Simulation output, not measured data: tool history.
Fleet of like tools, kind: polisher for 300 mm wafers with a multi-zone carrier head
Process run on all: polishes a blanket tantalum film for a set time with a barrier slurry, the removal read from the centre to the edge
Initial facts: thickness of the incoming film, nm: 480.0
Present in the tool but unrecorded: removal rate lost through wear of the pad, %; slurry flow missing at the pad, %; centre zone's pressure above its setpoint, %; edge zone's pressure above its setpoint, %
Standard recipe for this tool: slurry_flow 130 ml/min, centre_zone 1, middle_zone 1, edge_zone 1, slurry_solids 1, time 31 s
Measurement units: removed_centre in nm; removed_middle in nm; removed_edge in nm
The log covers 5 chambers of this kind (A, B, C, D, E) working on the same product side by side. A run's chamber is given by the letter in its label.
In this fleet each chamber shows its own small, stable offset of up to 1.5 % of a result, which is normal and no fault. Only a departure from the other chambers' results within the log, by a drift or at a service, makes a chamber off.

run,hour,slurry_flow,centre_zone,middle_zone,edge_zone,slurry_solids,time,wafers polished on this pad,hours since the slurry nozzle was cleaned,hours since the centre zone pressure was calibrated,hours since the edge zone pressure was calibrated,removed_centre,removed_middle,removed_edge
1D,5.2,130,1,1,1,1,31,1126,344.5,47.5,719.9,57.191,56.013,56.257
# hour 8.9: chamber C: centre zone pressure recalibrated
# hour 11.2: chamber A: worn pad replaced by a new one
2B,12.3,130,1,1,1,1,31,995,374.8,154.4,78.8,57.556,57.695,56.451
3E,15.7,130,1,1,1,1,31,497,22.3,214.3,482,55.743,58.192,56.731
4A,21.6,130,1,1,1,1,31,78,277,91.1,682.4,56.705,57.724,56.489
5C,28.1,130,1,1,1,1,31,396,438.9,19.3,989.3,55.948,55.956,57.352
# hour 31.1: chamber B: worn pad replaced by a new one
6E,32.3,130,1,0.92,1,1,31,622,38.9,230.9,498.6,57.508,52.686,56.983
7D,37.6,130,1,0.92,1,1,31,1369,376.9,79.9,752.3,57.913,53.98,56.424
8A,45.1,130,1,0.92,1,1,31,254,300.5,114.6,705.9,55.412,53.739,57.26
# hour 51.2: chamber E: worn pad replaced by a new one
9B,52.5,130,1,0.92,1,1,31,160,415,194.6,119,55.763,52.737,56.576
10C,57.3,130,1,0.92,1,1,31,615,468.1,48.5,1018.5,55.996,52.764,56.23
# hour 61.4: chamber D: worn pad replaced by a new one
11B,63.3,130,1,1,1,1,31,241,425.8,205.4,129.8,56.903,58.147,55.599
12D,67.9,130,1,1,1,1,31,49,407.2,110.2,782.6,56.894,55.076,56.079
13E,74.8,130,1,1,1,1,31,177,81.4,273.4,541.1,56.396,56.483,56.323
14A,79.5,130,1,1,1,1,31,512,334.9,149,740.3,57.206,54.821,56.096
15C,83.5,130,0.95,1,1,1,31,812,494.3,74.7,1044.7,52.845,56.332,56.738
16C,90,130,0.95,1,1,1,31,860,500.8,81.2,1051.2,53.034,56.073,56.282
# hour 90.1: chamber C: edge zone pressure recalibrated
17B,95.1,130,0.95,1,1,1,31,480,457.6,237.2,161.6,54.149,58.11,56.34
18E,99.6,130,0.95,1,1,1,31,363,106.2,298.2,565.9,53.122,56.473,55.522
19D,104.9,130,0.95,1,1,1,31,326,444.2,147.2,819.6,53.49,56.019,55.864
# hour 106.3: chamber D: slurry nozzle cleaned
# hour 109.3: chamber A: worn pad replaced by a new one
20A,109.5,130,1,1,1,1,31,2,364.9,179,770.3,56.131,55.425,56.705
# hour 112.5: chamber E: edge zone pressure recalibrated
21B,116.4,130,1,1,1,1,31,639,478.9,258.5,182.9,56.536,56.4,56.39
22D,122.3,130,1,1,1,1,31,456,16,164.6,837,57.147,57.726,56.13
23A,128.3,130,1,1,1,1,31,142,383.7,197.8,789.1,56.89,57.707,56.563
# hour 130.6: chamber C: slurry nozzle cleaned
24C,135.6,130,1,1,1,1,31,1202,5,126.8,45.6,56.795,57.333,56.521
25E,139.9,130,1,1,1,1,31,665,146.5,338.5,27.5,57.03,58.291,56.159
# hour 144.5: chamber C: worn pad replaced by a new one
26D,146.4,130,0.89,1,0.96,1,31,637,40.1,188.7,861.1,50.435,55.697,55.201
# hour 148: chamber E: worn pad replaced by a new one
27B,153.1,130,0.89,1,0.96,1,31,914,515.6,295.2,219.6,49.838,56.255,55.243
28E,157.2,130,0.89,1,0.96,1,31,69,163.8,355.8,44.8,48.008,57.356,55.6
29A,160.8,130,0.89,1,0.96,1,31,386,416.2,230.3,821.6,48.23,56.62,55.765
30C,165.4,130,0.89,1,0.96,1,31,157,34.8,156.6,75.4,49.846,57.113,56.068

For the next run the whole fleet of 5 chambers uses the same settings. Give each chamber's results:
31A,170.8,130,1,1,1,1,31,,,,,?,?,?
31B,170.8,130,1,1,1,1,31,,,,,?,?,?
31C,170.8,130,1,1,1,1,31,,,,,?,?,?
31D,170.8,130,1,1,1,1,31,,,,,?,?,?
31E,170.8,130,1,1,1,1,31,,,,,?,?,?

run,removed_centre,removed_middle,removed_edge
31A,56.592,56.541,56.773
31B,57.994,56.616,56.546
31C,56.125,55.085,57.221
31D,56.6,55.474,56.59
31E,56.918,57.086,56.546
